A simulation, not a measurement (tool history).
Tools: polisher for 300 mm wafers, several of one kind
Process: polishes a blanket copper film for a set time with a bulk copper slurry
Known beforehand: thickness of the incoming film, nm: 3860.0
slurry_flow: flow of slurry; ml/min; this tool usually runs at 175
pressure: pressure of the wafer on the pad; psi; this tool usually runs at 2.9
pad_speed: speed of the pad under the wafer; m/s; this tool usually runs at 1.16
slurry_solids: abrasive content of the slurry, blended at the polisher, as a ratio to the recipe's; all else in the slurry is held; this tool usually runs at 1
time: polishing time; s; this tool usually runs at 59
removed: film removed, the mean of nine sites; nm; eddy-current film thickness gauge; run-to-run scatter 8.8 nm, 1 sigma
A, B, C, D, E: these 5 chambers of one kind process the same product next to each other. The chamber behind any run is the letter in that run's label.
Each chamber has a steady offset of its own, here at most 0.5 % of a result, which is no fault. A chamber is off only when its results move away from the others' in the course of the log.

| run | hour | slurry_flow | pressure | pad_speed | slurry_solids | time | removed |
|---|---|---|---|---|---|---|---|
|  | 2.0 | chamber A: head pressure recalibrated |
|  | 2.1 | chamber B: slurry blender recalibrated |
| 1A | 10.6 | 175 | 2.9 | 1.16 | 1 | 59 | 799.60 |
| 2E | 15.5 | 175 | 2.9 | 1.16 | 1 | 59 | 785.68 |
| 3B | 21.3 | 175 | 2.9 | 1.16 | 1 | 59 | 788.87 |
|  | 26.7 | chamber E: worn pad replaced by a new one |
| 4C | 31.8 | 175 | 2.9 | 1.16 | 1 | 59 | 775.18 |
|  | 35.3 | chamber C: slurry blender recalibrated |
| 5D | 42.2 | 145 | 2.9 | 1.48 | 1 | 59 | 968.62 |
| 6E | 53.4 | 145 | 2.9 | 1.48 | 1 | 59 | 960.16 |
| 7D | 60.4 | 145 | 2.9 | 1.48 | 1 | 59 | 984.49 |
| 8A | 65.9 | 145 | 2.9 | 1.48 | 1 | 59 | 978.44 |
|  | 71.6 | chamber A: worn pad replaced by a new one |
| 9C | 74.4 | 145 | 2.9 | 1.48 | 1 | 59 | 971.62 |
|  | 79.8 | chamber B: worn pad replaced by a new one |
| 10B | 83.6 | 175 | 2.9 | 1.16 | 1 | 59 | 777.16 |
|  | 83.7 | chamber D: head pressure recalibrated |
|  | 84.4 | chamber B: slurry nozzle cleaned |
|  | 86.0 | chamber B: head pressure recalibrated |
| 11C | 92.1 | 175 | 2.9 | 1.16 | 1 | 59 | 797.36 |
|  | 96.6 | chamber E: slurry blender recalibrated |
| 12D | 102.6 | 175 | 2.9 | 1.16 | 1 | 59 | 784.96 |
|  | 108.7 | chamber E: worn pad replaced by a new one |
| 13E | 112.6 | 175 | 2.9 | 1.16 | 1 | 59 | 769.05 |
|  | 121.1 | chamber A: slurry blender recalibrated |
|  | 122.3 | chamber D: worn pad replaced by a new one |
| 14A | 123.7 | 175 | 3.6 | 0.80 | 1 | 59 | 666.01 |
| 15B | 134.2 | 175 | 3.6 | 0.80 | 1 | 59 | 677.44 |
| 16E | 141.1 | 175 | 3.6 | 0.80 | 1 | 59 | 675.87 |
| 17D | 149.4 | 175 | 3.6 | 0.80 | 1 | 59 | 687.20 |
| 18C | 155.4 | 175 | 3.6 | 0.80 | 1 | 59 | 655.23 |
|  | 159.9 | chamber B: worn pad replaced by a new one |
| 19B | 166.8 | 175 | 2.9 | 1.16 | 1 | 59 | 774.53 |
|  | 176.6 | chamber A: worn pad replaced by a new one |
| 20A | 177.0 | 175 | 2.9 | 1.16 | 1 | 59 | 795.80 |
|  | 186.7 | chamber C: slurry nozzle cleaned |
| 21E | 187.6 | 175 | 2.9 | 1.16 | 1 | 44 | 588.31 |
| 22D | 197.1 | 175 | 2.9 | 1.16 | 1 | 44 | 583.37 |
|  | 198.6 | chamber E: worn pad replaced by a new one |
|  | 199.6 | chamber D: slurry blender recalibrated |
|  | 201.4 | chamber E: slurry blender recalibrated |
| 23C | 206.3 | 175 | 2.9 | 1.16 | 1 | 44 | 555.62 |
|  | 210.4 | chamber A: slurry nozzle cleaned |
| 24A | 217.4 | 175 | 2.9 | 1.16 | 1 | 44 | 571.37 |
| 25B | 228.1 | 175 | 2.9 | 1.16 | 1 | 44 | 587.34 |
|  | 233.9 | chamber C: head pressure recalibrated |
|  | 236.1 | chamber C: slurry blender recalibrated |
| 26B | 239.0 | 175 | 3.7 | 1.16 | 1 | 59 | 1006.20 |
|  | 243.7 | chamber B: worn pad replaced by a new one |
| 27E | 244.4 | 175 | 3.7 | 1.16 | 1 | 59 | 996.95 |
| 28D | 252.0 | 175 | 3.7 | 1.16 | 1 | 59 | 1013.10 |
|  | 257.9 | chamber E: slurry nozzle cleaned |
| 29C | 259.4 | 175 | 3.7 | 1.16 | 1 | 59 | 954.61 |
|  | 263.3 | chamber D: worn pad replaced by a new one |
| 30A | 269.4 | 175 | 3.7 | 1.16 | 1 | 59 | 995.81 |
| 31A | 277.7 | 175 | 2.9 | 1.16 | 1 | 59 | 790.50 |
|  | 280.8 | chamber A: slurry blender recalibrated |
|  | 284.2 | chamber B: slurry nozzle cleaned |
| 32E | 285.4 | 175 | 2.9 | 1.16 | 1 | 59 | 778.54 |
| 33D | 290.3 | 175 | 2.9 | 1.16 | 1 | 59 | 787.23 |
| 34B | 299.9 | 175 | 2.9 | 1.16 | 1 | 59 | 781.44 |
| 35C | 308.8 | 175 | 2.9 | 1.16 | 1 | 51 | 616.84 |
|  | 312.9 | chamber A: worn pad replaced by a new one |
| 36A | 314.2 | 175 | 2.9 | 1.16 | 1 | 51 | 671.41 |
| 37C | 320.7 | 175 | 2.9 | 1.16 | 1 | 51 | 616.50 |
|  | 324.4 | chamber B: worn pad replaced by a new one |
| 38D | 327.3 | 175 | 2.9 | 1.16 | 1 | 51 | 672.88 |
| 39B | 334.1 | 175 | 2.9 | 1.16 | 1 | 51 | 666.04 |

Is one chamber out of step, is the gauge drifting, or do the chambers differ by no more than their own small offsets? For an off chamber, give its letter and the likeliest cause.

Chamber C drifts away from the others.
Cause: removal rate lost through wear of the pad, % = 9.82.

Here are 4 candidates for chamber C's next run, each the usual settings with a change, their results left as question marks. Which one brings its results back in line with what the others give on the usual settings?
Maximum distance from the other chambers' mean on the usual settings for a result to count as in line: removed 31.00 nm
| 40C-1 | 342.2 | 175 | 2.9 | 1.18 | 1 | 60 | ? |
| 40C-2 | 342.2 | 180 | 3.2 | 1.16 | 1 | 59 | ? |
| 40C-3 | 342.2 | 175 | 2.9 | 1.14 | 1 | 58 | ? |
| 40C-4 | 342.2 | 170 | 2.6 | 1.16 | 1 | 59 | ? |

On the usual settings, the other chambers give on average: removed 783.61 nm
| run | removed |
|---|---|
| 40C-1 | 727.87 |
| 40C-2 | 780.29 |
| 40C-3 | 680.11 |
| 40C-4 | 627.76 |
40C-2 puts the chamber back in line with the other chambers.
